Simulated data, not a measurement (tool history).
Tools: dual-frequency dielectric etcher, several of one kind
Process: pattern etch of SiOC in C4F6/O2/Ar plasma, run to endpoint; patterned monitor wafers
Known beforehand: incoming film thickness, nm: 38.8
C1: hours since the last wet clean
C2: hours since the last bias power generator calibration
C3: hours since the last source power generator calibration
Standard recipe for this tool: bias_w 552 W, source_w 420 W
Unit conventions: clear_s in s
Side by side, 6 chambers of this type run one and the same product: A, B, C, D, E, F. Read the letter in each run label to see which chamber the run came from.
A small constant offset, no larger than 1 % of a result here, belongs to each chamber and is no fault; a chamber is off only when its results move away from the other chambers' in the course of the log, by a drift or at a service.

run 1C hour=3.6 | bias_w=552 source_w=420 | C1=307.7 C2=1670.6 C3=1095.8 | clear_s=12.381
run 2D hour=6.7 | bias_w=552 source_w=420 | C1=157.4 C2=1063.6 C3=606.3 | clear_s=12.439
run 3A hour=9.8 | bias_w=552 source_w=420 | C1=507.8 C2=1267.5 C3=1675.6 | clear_s=12.46
run 4E hour=12.6 | bias_w=552 source_w=420 | C1=377.4 C2=1869 C3=1748.1 | clear_s=12.226
run 5B hour=16.6 | bias_w=464 source_w=340 | C1=165 C2=82.5 C3=2418.5 | clear_s=14.416
run 6F hour=19.4 | bias_w=464 source_w=340 | C1=257.1 C2=1305.5 C3=1759 | clear_s=14.259
run 7B hour=24 | bias_w=464 source_w=340 | C1=172.4 C2=89.9 C3=2425.9 | clear_s=14.503
run 8C hour=28.6 | bias_w=464 source_w=340 | C1=332.7 C2=1695.6 C3=1120.8 | clear_s=14.198
run 9F hour=33 | bias_w=464 source_w=340 | C1=270.7 C2=1319.1 C3=1772.6 | clear_s=14.268
run 10A hour=37 | bias_w=464 source_w=340 | C1=535 C2=1294.7 C3=1702.8 | clear_s=14.338
run 11E hour=40.9 | bias_w=439 source_w=370 | C1=405.7 C2=1897.3 C3=1776.4 | clear_s=14.004
run 12D hour=45.3 | bias_w=439 source_w=370 | C1=196 C2=1102.2 C3=644.9 | clear_s=14.093
run 13E hour=48.3 | bias_w=439 source_w=370 | C1=413.1 C2=1904.7 C3=1783.8 | clear_s=14.157
run 14F hour=52.3 | bias_w=439 source_w=370 | C1=290 C2=1338.4 C3=1791.9 | clear_s=13.997
run 15C hour=55.7 | bias_w=439 source_w=370 | C1=359.8 C2=1722.7 C3=1147.9 | clear_s=13.994
run 16D hour=58.8 | bias_w=439 source_w=370 | C1=209.5 C2=1115.7 C3=658.4 | clear_s=14.085
run 17B hour=62.8 | bias_w=552 source_w=420 | C1=211.2 C2=128.7 C3=2464.7 | clear_s=12.45
run 18A hour=65.7 | bias_w=552 source_w=420 | C1=563.7 C2=1323.4 C3=1731.5 | clear_s=12.549
run 19D hour=68.6 | bias_w=552 source_w=460 | C1=219.3 C2=1125.5 C3=668.2 | clear_s=12.065
run 20A hour=71.1 | bias_w=552 source_w=460 | C1=569.1 C2=1328.8 C3=1736.9 | clear_s=11.933
run 21B hour=73.6 | bias_w=552 source_w=460 | C1=222 C2=139.5 C3=2475.5 | clear_s=11.991
run 22E hour=77 | bias_w=552 source_w=460 | C1=441.8 C2=1933.4 C3=1812.5 | clear_s=11.872
-- hour=78.3 chamber E: wet clean of the chamber
-- hour=79.5 chamber A: wet clean of the chamber
run 23C hour=81.1 | bias_w=552 source_w=460 | C1=385.2 C2=1748.1 C3=1173.3 | clear_s=11.927
run 24F hour=85.3 | bias_w=552 source_w=460 | C1=323 C2=1371.4 C3=1824.9 | clear_s=11.815
run 25D hour=89.2 | bias_w=552 source_w=420 | C1=239.9 C2=1146.1 C3=688.8 | clear_s=12.4
run 26C hour=92.9 | bias_w=552 source_w=420 | C1=397 C2=1759.9 C3=1185.1 | clear_s=12.303
run 27B hour=97.2 | bias_w=552 source_w=420 | C1=245.6 C2=163.1 C3=2499.1 | clear_s=12.498
run 28A hour=100.9 | bias_w=552 source_w=420 | C1=21.4 C2=1358.6 C3=1766.7 | clear_s=12.47
run 29F hour=105 | bias_w=552 source_w=420 | C1=342.7 C2=1391.1 C3=1844.6 | clear_s=11.957
run 30E hour=108.3 | bias_w=552 source_w=420 | C1=30.1 C2=1964.7 C3=1843.8 | clear_s=12.279
run 31B hour=110.7 | bias_w=674 source_w=460 | C1=259.1 C2=176.6 C3=2512.6 | clear_s=11.168
run 32D hour=114.8 | bias_w=674 source_w=460 | C1=265.5 C2=1171.7 C3=714.4 | clear_s=11.145
-- hour=117.2 chamber F: source power generator calibrated
run 33E hour=118.1 | bias_w=674 source_w=460 | C1=39.9 C2=1974.5 C3=1853.6 | clear_s=11.062
run 34A hour=121 | bias_w=674 source_w=460 | C1=41.5 C2=1378.7 C3=1786.8 | clear_s=11.183
run 35F hour=123.6 | bias_w=674 source_w=460 | C1=361.3 C2=1409.7 C3=6.4 | clear_s=10.618
run 36C hour=126.2 | bias_w=674 source_w=460 | C1=430.3 C2=1793.2 C3=1218.4 | clear_s=10.929

Does one chamber stand apart from the rest, does the shared gauge drift, or is all well apart from small per-chamber offsets? Give the chamber and the most likely cause, where there is one.

One chamber, F, drifts off from the rest bit by bit.
Cause: etch rate over this chamber's usual, % = 3.83.

Below are 4 candidate recipes for chamber F's next run, each the usual settings with a change, their results shown as question marks. Which of them brings F's results back in line with what the other chambers give on the usual settings?
Maximum distance from the other chambers' mean on the usual settings for a result to count as in line: clear_s 0.19 s
run 37F-1 hour=129.6 | bias_w=502 source_w=390 | clear_s=?
run 37F-2 hour=129.6 | bias_w=552 source_w=460 | clear_s=?
run 37F-3 hour=129.6 | bias_w=607 source_w=460 | clear_s=?
run 37F-4 hour=129.6 | bias_w=499 source_w=420 | clear_s=?

Usual-settings mean across the other chambers: clear_s 12.401 s
run=37F-1 clear_s=12.696
run=37F-2 clear_s=11.518
run=37F-3 clear_s=11.112
run=37F-4 clear_s=12.376
The answer is 37F-4, which returns the chamber to within the allowed miss of the others.
